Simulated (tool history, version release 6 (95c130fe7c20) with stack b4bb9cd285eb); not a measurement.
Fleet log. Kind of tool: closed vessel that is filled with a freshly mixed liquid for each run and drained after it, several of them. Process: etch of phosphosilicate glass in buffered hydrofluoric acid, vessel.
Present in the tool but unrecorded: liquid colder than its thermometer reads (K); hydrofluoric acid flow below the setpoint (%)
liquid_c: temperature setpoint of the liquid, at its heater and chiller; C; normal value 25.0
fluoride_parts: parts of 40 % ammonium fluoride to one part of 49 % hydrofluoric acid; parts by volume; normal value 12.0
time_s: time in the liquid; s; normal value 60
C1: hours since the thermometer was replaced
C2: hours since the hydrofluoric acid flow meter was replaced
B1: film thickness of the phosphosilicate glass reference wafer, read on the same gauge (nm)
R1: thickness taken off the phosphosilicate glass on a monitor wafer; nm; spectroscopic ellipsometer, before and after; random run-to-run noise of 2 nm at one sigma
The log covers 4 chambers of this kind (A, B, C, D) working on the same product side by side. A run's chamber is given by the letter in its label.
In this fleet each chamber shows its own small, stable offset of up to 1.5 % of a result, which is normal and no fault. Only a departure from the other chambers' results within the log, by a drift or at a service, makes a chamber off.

{"run": "1D", "hour": 6.3, "liquid_c": 25.0, "fluoride_parts": 12.0, "time_s": 60, "C1": 1211.1, "C2": 1278.2, "B1": 149.98, "R1": 327.7}
{"run": "2A", "hour": 15.2, "liquid_c": 25.0, "fluoride_parts": 12.0, "time_s": 60, "C1": 299.5, "C2": 982.3, "B1": 150.01, "R1": 326.48}
{"run": "3C", "hour": 23.9, "liquid_c": 25.0, "fluoride_parts": 12.0, "time_s": 60, "C1": 2632.1, "C2": 493.7, "B1": 150.01, "R1": 326.91}
{"run": "4B", "hour": 30.0, "liquid_c": 25.0, "fluoride_parts": 12.0, "time_s": 60, "C1": 88.5, "C2": 1610.3, "B1": 149.98, "R1": 326.85}
{"run": "5C", "hour": 36.1, "liquid_c": 25.0, "fluoride_parts": 12.0, "time_s": 60, "C1": 2644.3, "C2": 505.9, "B1": 150.0, "R1": 327.83}
{"run": "6A", "hour": 42.9, "liquid_c": 25.0, "fluoride_parts": 12.0, "time_s": 60, "C1": 327.2, "C2": 1010.0, "B1": 150.01, "R1": 326.6}
{"run": "7D", "hour": 51.1, "liquid_c": 28.5, "fluoride_parts": 14.0, "time_s": 60, "C1": 1255.9, "C2": 1323.0, "B1": 150.02, "R1": 337.2}
{"run": "8B", "hour": 57.8, "liquid_c": 28.5, "fluoride_parts": 14.0, "time_s": 60, "C1": 116.3, "C2": 1638.1, "B1": 150.01, "R1": 335.8}
{"run": "9B", "hour": 65.0, "liquid_c": 28.5, "fluoride_parts": 14.0, "time_s": 60, "C1": 123.5, "C2": 1645.3, "B1": 150.0, "R1": 340.81}
{"run": "10C", "hour": 70.1, "liquid_c": 28.5, "fluoride_parts": 14.0, "time_s": 60, "C1": 2678.3, "C2": 539.9, "B1": 149.98, "R1": 340.59}
{"run": "11A", "hour": 77.8, "liquid_c": 25.0, "fluoride_parts": 12.0, "time_s": 60, "C1": 362.1, "C2": 1044.9, "B1": 149.99, "R1": 326.17}
{"run": "12D", "hour": 86.0, "liquid_c": 25.0, "fluoride_parts": 12.0, "time_s": 60, "C1": 1290.8, "C2": 1357.9, "B1": 150.01, "R1": 323.94}
{"run": "13C", "hour": 93.7, "liquid_c": 25.0, "fluoride_parts": 12.0, "time_s": 60, "C1": 2701.9, "C2": 563.5, "B1": 150.0, "R1": 331.42}
{"run": "14A", "hour": 100.9, "liquid_c": 25.0, "fluoride_parts": 12.0, "time_s": 60, "C1": 385.2, "C2": 1068.0, "B1": 150.01, "R1": 326.06}
{"run": "15B", "hour": 106.7, "liquid_c": 25.0, "fluoride_parts": 12.0, "time_s": 60, "C1": 165.2, "C2": 1687.0, "B1": 150.02, "R1": 324.02}
{"run": "16D", "hour": 116.3, "liquid_c": 25.0, "fluoride_parts": 12.0, "time_s": 60, "C1": 1321.1, "C2": 1388.2, "B1": 150.02, "R1": 325.05}
{"run": "17C", "hour": 122.3, "liquid_c": 25.0, "fluoride_parts": 12.0, "time_s": 40, "C1": 2730.5, "C2": 592.1, "B1": 150.02, "R1": 216.86}
{"run": "18A", "hour": 127.4, "liquid_c": 25.0, "fluoride_parts": 12.0, "time_s": 40, "C1": 411.7, "C2": 1094.5, "B1": 150.03, "R1": 217.18}
{"run": "19B", "hour": 136.2, "liquid_c": 25.0, "fluoride_parts": 12.0, "time_s": 40, "C1": 194.7, "C2": 1716.5, "B1": 150.04, "R1": 212.99}
{"run": "20D", "hour": 143.2, "liquid_c": 25.0, "fluoride_parts": 12.0, "time_s": 40, "C1": 1348.0, "C2": 1415.1, "B1": 149.98, "R1": 219.22}
{"run": "21B", "hour": 152.2, "liquid_c": 25.0, "fluoride_parts": 12.0, "time_s": 60, "C1": 210.7, "C2": 1732.5, "B1": 149.99, "R1": 314.64}
{"run": "22C", "hour": 157.3, "liquid_c": 28.0, "fluoride_parts": 15.5, "time_s": 60, "C1": 2765.5, "C2": 627.1, "B1": 149.96, "R1": 299.85}
{"run": "23A", "hour": 164.9, "liquid_c": 28.0, "fluoride_parts": 15.5, "time_s": 60, "C1": 449.2, "C2": 1132.0, "B1": 150.01, "R1": 295.67}
{"run": "24D", "hour": 171.1, "liquid_c": 28.0, "fluoride_parts": 15.5, "time_s": 60, "C1": 1375.9, "C2": 1443.0, "B1": 149.97, "R1": 297.28}
{"run": "25A", "hour": 180.6, "liquid_c": 28.0, "fluoride_parts": 15.5, "time_s": 60, "C1": 464.9, "C2": 1147.7, "B1": 150.02, "R1": 296.89}
{"hour": 185.1, "done": "chamber C: thermometer replaced"}
{"run": "26C", "hour": 186.7, "liquid_c": 25.0, "fluoride_parts": 12.0, "time_s": 60, "C1": 1.7, "C2": 656.5, "B1": 150.03, "R1": 331.97}
{"run": "27B", "hour": 195.4, "liquid_c": 28.5, "fluoride_parts": 12.0, "time_s": 60, "C1": 253.9, "C2": 1775.7, "B1": 149.98, "R1": 372.87}
{"run": "28D", "hour": 199.9, "liquid_c": 28.5, "fluoride_parts": 12.0, "time_s": 60, "C1": 1404.7, "C2": 1471.8, "B1": 150.0, "R1": 389.62}
{"run": "29D", "hour": 209.6, "liquid_c": 28.5, "fluoride_parts": 12.0, "time_s": 60, "C1": 1414.4, "C2": 1481.5, "B1": 149.99, "R1": 391.7}
{"run": "30A", "hour": 218.1, "liquid_c": 28.5, "fluoride_parts": 12.0, "time_s": 60, "C1": 502.4, "C2": 1185.2, "B1": 150.01, "R1": 393.7}
{"run": "31B", "hour": 224.6, "liquid_c": 25.0, "fluoride_parts": 12.0, "time_s": 60, "C1": 283.1, "C2": 1804.9, "B1": 149.99, "R1": 308.04}

All chambers now run identical settings, listed one chamber a line with results as question marks. What results will each chamber show?
{"run": "32A", "hour": 231.9, "liquid_c": 25.0, "fluoride_parts": 12.0, "time_s": 40, "R1": "?"}
{"run": "32B", "hour": 231.9, "liquid_c": 25.0, "fluoride_parts": 12.0, "time_s": 40, "R1": "?"}
{"run": "32C", "hour": 231.9, "liquid_c": 25.0, "fluoride_parts": 12.0, "time_s": 40, "R1": "?"}
{"run": "32D", "hour": 231.9, "liquid_c": 25.0, "fluoride_parts": 12.0, "time_s": 40, "R1": "?"}

run=32A R1=216.98
run=32B R1=204.51
run=32C R1=221.10
run=32D R1=217.80
